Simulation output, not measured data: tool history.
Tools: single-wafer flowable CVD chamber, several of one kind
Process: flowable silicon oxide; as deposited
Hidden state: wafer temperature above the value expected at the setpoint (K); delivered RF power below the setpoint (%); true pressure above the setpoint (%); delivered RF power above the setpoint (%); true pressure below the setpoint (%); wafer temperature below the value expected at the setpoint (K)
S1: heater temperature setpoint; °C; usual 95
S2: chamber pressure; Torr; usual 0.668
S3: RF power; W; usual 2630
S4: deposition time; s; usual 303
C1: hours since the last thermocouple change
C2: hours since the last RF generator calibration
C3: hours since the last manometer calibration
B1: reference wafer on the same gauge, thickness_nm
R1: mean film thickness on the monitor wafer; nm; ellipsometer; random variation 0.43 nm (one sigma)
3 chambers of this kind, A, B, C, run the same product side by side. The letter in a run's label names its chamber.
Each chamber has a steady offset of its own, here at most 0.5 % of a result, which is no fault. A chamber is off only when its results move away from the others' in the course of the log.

{"run": "1A", "day": 0.167, "S1": 95, "S2": 0.668, "S3": 2630, "S4": 303, "C1": 702.5, "C2": 72.0, "C3": 873.4, "B1": 175.88, "R1": 178.82}
{"run": "2C", "day": 0.425, "S1": 95, "S2": 0.668, "S3": 2630, "S4": 303, "C1": 1129.5, "C2": 1282.9, "C3": 396.5, "B1": 175.9, "R1": 179.54}
{"run": "3B", "day": 0.775, "S1": 95, "S2": 0.668, "S3": 2630, "S4": 303, "C1": 100.8, "C2": 642.8, "C3": 647.2, "B1": 175.98, "R1": 177.89}
{"run": "4A", "day": 1.083, "S1": 95, "S2": 0.668, "S3": 2630, "S4": 303, "C1": 724.5, "C2": 94.0, "C3": 895.4, "B1": 175.99, "R1": 178.51}
{"run": "5C", "day": 1.312, "S1": 95, "S2": 0.668, "S3": 2630, "S4": 303, "C1": 1150.8, "C2": 1304.2, "C3": 417.8, "B1": 176.09, "R1": 178.95}
{"run": "6B", "day": 1.508, "S1": 95, "S2": 0.668, "S3": 2630, "S4": 303, "C1": 118.4, "C2": 660.4, "C3": 664.8, "B1": 176.0, "R1": 178.98}
{"run": "7B", "day": 1.7, "S1": 95, "S2": 0.581, "S3": 2630, "S4": 303, "C1": 123.0, "C2": 665.0, "C3": 669.4, "B1": 176.09, "R1": 147.28}
{"run": "8C", "day": 2.054, "S1": 95, "S2": 0.581, "S3": 2630, "S4": 303, "C1": 1168.6, "C2": 1322.0, "C3": 435.6, "B1": 176.12, "R1": 146.54}
{"run": "9A", "day": 2.4, "S1": 95, "S2": 0.581, "S3": 2630, "S4": 303, "C1": 756.1, "C2": 125.6, "C3": 927.0, "B1": 176.09, "R1": 146.73}
{"run": "10A", "day": 2.679, "S1": 95, "S2": 0.668, "S3": 2630, "S4": 303, "C1": 762.8, "C2": 132.3, "C3": 933.7, "B1": 176.04, "R1": 178.69}
{"run": "11C", "day": 2.867, "S1": 95, "S2": 0.668, "S3": 2630, "S4": 303, "C1": 1188.1, "C2": 1341.5, "C3": 455.1, "B1": 176.08, "R1": 178.52}
{"run": "12B", "day": 3.229, "S1": 95, "S2": 0.668, "S3": 2630, "S4": 303, "C1": 159.7, "C2": 701.7, "C3": 706.1, "B1": 176.03, "R1": 177.96}
{"run": "13B", "day": 3.596, "S1": 95, "S2": 0.668, "S3": 2630, "S4": 303, "C1": 168.5, "C2": 710.5, "C3": 714.9, "B1": 176.11, "R1": 179.44}
{"run": "14A", "day": 3.812, "S1": 95, "S2": 0.668, "S3": 2630, "S4": 303, "C1": 790.0, "C2": 159.5, "C3": 960.9, "B1": 176.02, "R1": 178.65}
{"run": "15C", "day": 4.046, "S1": 95, "S2": 0.668, "S3": 2630, "S4": 303, "C1": 1216.4, "C2": 1369.8, "C3": 483.4, "B1": 176.04, "R1": 180.33}
{"run": "16C", "day": 4.312, "S1": 95, "S2": 0.668, "S3": 2630, "S4": 303, "C1": 1222.8, "C2": 1376.2, "C3": 489.8, "B1": 176.0, "R1": 180.79}
{"run": "17B", "day": 4.625, "S1": 95, "S2": 0.668, "S3": 2630, "S4": 303, "C1": 193.2, "C2": 735.2, "C3": 739.6, "B1": 176.06, "R1": 178.56}
{"run": "18A", "day": 4.792, "S1": 95, "S2": 0.668, "S3": 2630, "S4": 303, "C1": 813.5, "C2": 183.0, "C3": 984.4, "B1": 175.97, "R1": 180.09}
{"run": "19A", "day": 5.067, "S1": 95, "S2": 0.668, "S3": 2630, "S4": 303, "C1": 820.1, "C2": 189.6, "C3": 991.0, "B1": 175.98, "R1": 179.75}
{"run": "20B", "day": 5.258, "S1": 95, "S2": 0.668, "S3": 2630, "S4": 303, "C1": 208.4, "C2": 750.4, "C3": 754.8, "B1": 175.98, "R1": 178.03}
{"run": "21C", "day": 5.438, "S1": 95, "S2": 0.668, "S3": 2630, "S4": 303, "C1": 1249.8, "C2": 1403.2, "C3": 516.8, "B1": 176.01, "R1": 181.41}
{"run": "22C", "day": 5.7, "S1": 95, "S2": 0.668, "S3": 2630, "S4": 303, "C1": 1256.1, "C2": 1409.5, "C3": 523.1, "B1": 176.01, "R1": 182.38}
{"run": "23A", "day": 6.062, "S1": 95, "S2": 0.668, "S3": 2630, "S4": 303, "C1": 844.0, "C2": 213.5, "C3": 1014.9, "B1": 175.99, "R1": 178.64}
{"run": "24B", "day": 6.408, "S1": 104, "S2": 0.668, "S3": 2630, "S4": 303, "C1": 236.0, "C2": 778.0, "C3": 782.4, "B1": 175.95, "R1": 132.77}
{"run": "25B", "day": 6.75, "S1": 104, "S2": 0.668, "S3": 2630, "S4": 303, "C1": 244.2, "C2": 786.2, "C3": 790.6, "B1": 175.99, "R1": 132.53}
{"run": "26A", "day": 7.067, "S1": 104, "S2": 0.668, "S3": 2630, "S4": 303, "C1": 868.1, "C2": 237.6, "C3": 1039.0, "B1": 176.0, "R1": 132.63}
{"run": "27C", "day": 7.375, "S1": 95, "S2": 0.668, "S3": 2630, "S4": 355, "C1": 1296.3, "C2": 1449.7, "C3": 563.3, "B1": 176.01, "R1": 216.21}
{"run": "28C", "day": 7.729, "S1": 95, "S2": 0.668, "S3": 2630, "S4": 355, "C1": 1304.8, "C2": 1458.2, "C3": 571.8, "B1": 176.08, "R1": 215.85}

What goes on in this fleet: one chamber off, a drifting gauge, or nothing beyond the chambers' own small offsets? Name the chamber and the cause, if any.

Chamber C drifts away from the others.
Cause: wafer temperature below the value expected at the setpoint (K) = 1.04.
The log may not tell that from: true pressure above the setpoint (%).

Here are 4 candidates for chamber C's next run, each the usual settings with a change, their results left as question marks. Which one brings its results back in line with what the others give on the usual settings?
In line means no further than this from the other chambers' mean on the usual settings: R1 1.50 nm
{"run": "29C-1", "day": 7.996, "S1": 95, "S2": 0.655, "S3": 2625, "S4": 300, "R1": "?"}
{"run": "29C-2", "day": 7.996, "S1": 96, "S2": 0.66, "S3": 2630, "S4": 301, "R1": "?"}
{"run": "29C-3", "day": 7.996, "S1": 94, "S2": 0.676, "S3": 2630, "S4": 305, "R1": "?"}
{"run": "29C-4", "day": 7.996, "S1": 94, "S2": 0.668, "S3": 2630, "S4": 304, "R1": "?"}

The other chambers' mean on the usual settings: R1 178.64 nm
run=29C-1 R1=178.29
run=29C-2 R1=174.91
run=29C-3 R1=196.00
run=29C-4 R1=192.11
29C-1 brings the chamber back in line.
